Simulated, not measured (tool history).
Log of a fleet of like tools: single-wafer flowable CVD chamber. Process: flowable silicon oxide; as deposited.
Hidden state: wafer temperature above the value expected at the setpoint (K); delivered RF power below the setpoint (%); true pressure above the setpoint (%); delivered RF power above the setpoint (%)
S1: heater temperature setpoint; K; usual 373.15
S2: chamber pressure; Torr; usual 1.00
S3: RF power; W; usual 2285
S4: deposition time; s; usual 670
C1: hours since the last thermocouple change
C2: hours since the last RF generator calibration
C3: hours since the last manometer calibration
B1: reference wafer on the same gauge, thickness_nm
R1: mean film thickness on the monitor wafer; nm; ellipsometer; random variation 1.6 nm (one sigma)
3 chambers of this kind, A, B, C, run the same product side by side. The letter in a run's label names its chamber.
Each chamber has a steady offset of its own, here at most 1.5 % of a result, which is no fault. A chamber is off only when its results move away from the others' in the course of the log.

run 1C hour=7.5 | S1=373.15 S2=1.00 S3=2285 S4=670 | C1=1019.2 C2=454.3 C3=1066.0 | B1=558.74 | R1=557.98
run 2A hour=12.4 | S1=373.15 S2=1.00 S3=2285 S4=670 | C1=809.8 C2=1732.0 C3=487.3 | B1=559.55 | R1=548.71
run 3B hour=18.2 | S1=373.15 S2=1.00 S3=2285 S4=670 | C1=1188.5 C2=1595.3 C3=2246.3 | B1=558.94 | R1=555.01
run 4A hour=23.3 | S1=373.15 S2=1.00 S3=2285 S4=670 | C1=820.7 C2=1742.9 C3=498.2 | B1=558.90 | R1=550.57
run 5C hour=27.9 | S1=373.15 S2=1.00 S3=2285 S4=670 | C1=1039.6 C2=474.7 C3=1086.4 | B1=559.09 | R1=557.74
run 6B hour=34.7 | S1=373.15 S2=1.00 S3=2285 S4=670 | C1=1205.0 C2=1611.8 C3=2262.8 | B1=558.69 | R1=557.19
run 7B hour=38.6 | S1=373.15 S2=1.00 S3=2285 S4=670 | C1=1208.9 C2=1615.7 C3=2266.7 | B1=558.62 | R1=556.97
run 8A hour=42.7 | S1=362.15 S2=1.00 S3=2640 S4=670 | C1=840.1 C2=1762.3 C3=517.6 | B1=559.16 | R1=803.32
run 9C hour=49.6 | S1=362.15 S2=1.00 S3=2640 S4=670 | C1=1061.3 C2=496.4 C3=1108.1 | B1=558.73 | R1=807.88
-- hour=55.6 chamber C: capacitance manometer re-zeroed and calibrated
run 10A hour=57.6 | S1=362.15 S2=1.00 S3=2640 S4=670 | C1=855.0 C2=1777.2 C3=532.5 | B1=559.26 | R1=803.32
run 11C hour=65.3 | S1=382.15 S2=1.00 S3=2285 S4=670 | C1=1077.0 C2=512.1 C3=9.8 | B1=559.08 | R1=413.12
run 12B hour=69.1 | S1=382.15 S2=1.00 S3=2285 S4=670 | C1=1239.4 C2=1646.2 C3=2297.2 | B1=559.37 | R1=411.99
run 13C hour=74.3 | S1=382.15 S2=1.00 S3=2285 S4=670 | C1=1086.0 C2=521.1 C3=18.8 | B1=558.95 | R1=413.27
run 14B hour=79.2 | S1=373.15 S2=1.00 S3=2285 S4=670 | C1=1249.5 C2=1656.3 C3=2307.3 | B1=558.86 | R1=559.03
run 15A hour=85.2 | S1=373.15 S2=1.00 S3=2285 S4=670 | C1=882.6 C2=1804.8 C3=560.1 | B1=559.07 | R1=549.81
run 16B hour=89.1 | S1=373.15 S2=1.00 S3=2285 S4=670 | C1=1259.4 C2=1666.2 C3=2317.2 | B1=559.02 | R1=557.80
run 17C hour=94.9 | S1=373.15 S2=1.00 S3=2285 S4=670 | C1=1106.6 C2=541.7 C3=39.4 | B1=558.89 | R1=555.94
run 18A hour=101.7 | S1=373.15 S2=1.00 S3=2285 S4=670 | C1=899.1 C2=1821.3 C3=576.6 | B1=558.84 | R1=547.00
run 19C hour=107.3 | S1=373.15 S2=1.00 S3=2285 S4=670 | C1=1119.0 C2=554.1 C3=51.8 | B1=558.90 | R1=557.80
-- hour=109.6 chamber B: capacitance manometer re-zeroed and calibrated
run 20B hour=113.8 | S1=373.15 S2=1.00 S3=2285 S4=670 | C1=1284.1 C2=1690.9 C3=4.2 | B1=558.99 | R1=576.29
run 21A hour=120.3 | S1=373.15 S2=1.00 S3=2285 S4=598 | C1=917.7 C2=1839.9 C3=595.2 | B1=558.75 | R1=487.26
run 22B hour=123.9 | S1=373.15 S2=1.00 S3=2285 S4=598 | C1=1294.2 C2=1701.0 C3=14.3 | B1=558.54 | R1=512.31
run 23A hour=127.7 | S1=373.15 S2=1.00 S3=2285 S4=598 | C1=925.1 C2=1847.3 C3=602.6 | B1=559.13 | R1=492.89
run 24C hour=134.4 | S1=373.15 S2=1.00 S3=2285 S4=670 | C1=1146.1 C2=581.2 C3=78.9 | B1=558.68 | R1=557.26
run 25A hour=138.8 | S1=373.15 S2=1.00 S3=2285 S4=670 | C1=936.2 C2=1858.4 C3=613.7 | B1=558.75 | R1=549.24
run 26B hour=143.3 | S1=373.15 S2=1.00 S3=2285 S4=670 | C1=1313.6 C2=1720.4 C3=33.7 | B1=558.51 | R1=575.61
run 27C hour=150.6 | S1=385.15 S2=1.00 S3=1865 S4=670 | C1=1162.3 C2=597.4 C3=95.1 | B1=558.84 | R1=361.13
run 28C hour=157.7 | S1=385.15 S2=1.00 S3=1865 S4=670 | C1=1169.4 C2=604.5 C3=102.2 | B1=558.95 | R1=361.31
run 29B hour=163.8 | S1=385.15 S2=1.00 S3=1865 S4=670 | C1=1334.1 C2=1740.9 C3=54.2 | B1=558.76 | R1=372.80
run 30A hour=170.3 | S1=373.15 S2=1.00 S3=2285 S4=670 | C1=967.7 C2=1889.9 C3=645.2 | B1=558.95 | R1=549.80
run 31A hour=176.9 | S1=373.15 S2=1.00 S3=2285 S4=670 | C1=974.3 C2=1896.5 C3=651.8 | B1=559.23 | R1=546.21
run 32C hour=182.0 | S1=373.15 S2=1.00 S3=2285 S4=670 | C1=1193.7 C2=628.8 C3=126.5 | B1=558.84 | R1=553.20
run 33B hour=186.5 | S1=373.15 S2=1.00 S3=2675 S4=585 | C1=1356.8 C2=1763.6 C3=76.9 | B1=558.96 | R1=514.75
run 34B hour=193.6 | S1=373.15 S2=1.00 S3=2675 S4=585 | C1=1363.9 C2=1770.7 C3=84.0 | B1=559.09 | R1=514.23
run 35A hour=200.7 | S1=373.15 S2=1.00 S3=2675 S4=585 | C1=998.1 C2=1920.3 C3=675.6 | B1=559.03 | R1=488.32
-- hour=201.7 chamber B: RF generator calibrated
run 36C hour=205.9 | S1=373.15 S2=1.00 S3=2285 S4=670 | C1=1217.6 C2=652.7 C3=150.4 | B1=558.59 | R1=556.79
run 37C hour=213.1 | S1=373.15 S2=1.00 S3=2285 S4=670 | C1=1224.8 C2=659.9 C3=157.6 | B1=558.85 | R1=559.35
run 38A hour=218.7 | S1=373.15 S2=1.00 S3=2285 S4=670 | C1=1016.1 C2=1938.3 C3=693.6 | B1=558.91 | R1=549.68
run 39B hour=223.8 | S1=373.15 S2=1.00 S3=2285 S4=670 | C1=1394.1 C2=22.2 C3=114.2 | B1=559.15 | R1=576.51
run 40C hour=227.8 | S1=373.15 S2=0.92 S3=2585 S4=670 | C1=1239.5 C2=674.6 C3=172.3 | B1=558.74 | R1=510.66
run 41B hour=231.8 | S1=373.15 S2=0.92 S3=2585 S4=670 | C1=1402.1 C2=30.2 C3=122.2 | B1=559.27 | R1=531.53
run 42A hour=237.5 | S1=373.15 S2=0.92 S3=2585 S4=670 | C1=1034.9 C2=1957.1 C3=712.4 | B1=559.02 | R1=506.05
run 43C hour=242.1 | S1=373.15 S2=1.09 S3=2285 S4=670 | C1=1253.8 C2=688.9 C3=186.6 | B1=558.87 | R1=617.52

Next, every chamber runs the same settings. What will each give?
run 44A hour=247.8 | S1=373.15 S2=1.16 S3=2285 S4=670 | R1=?
run 44B hour=247.8 | S1=373.15 S2=1.16 S3=2285 S4=670 | R1=?
run 44C hour=247.8 | S1=373.15 S2=1.16 S3=2285 S4=670 | R1=?

run=44A R1=648.96
run=44B R1=684.53
run=44C R1=659.04
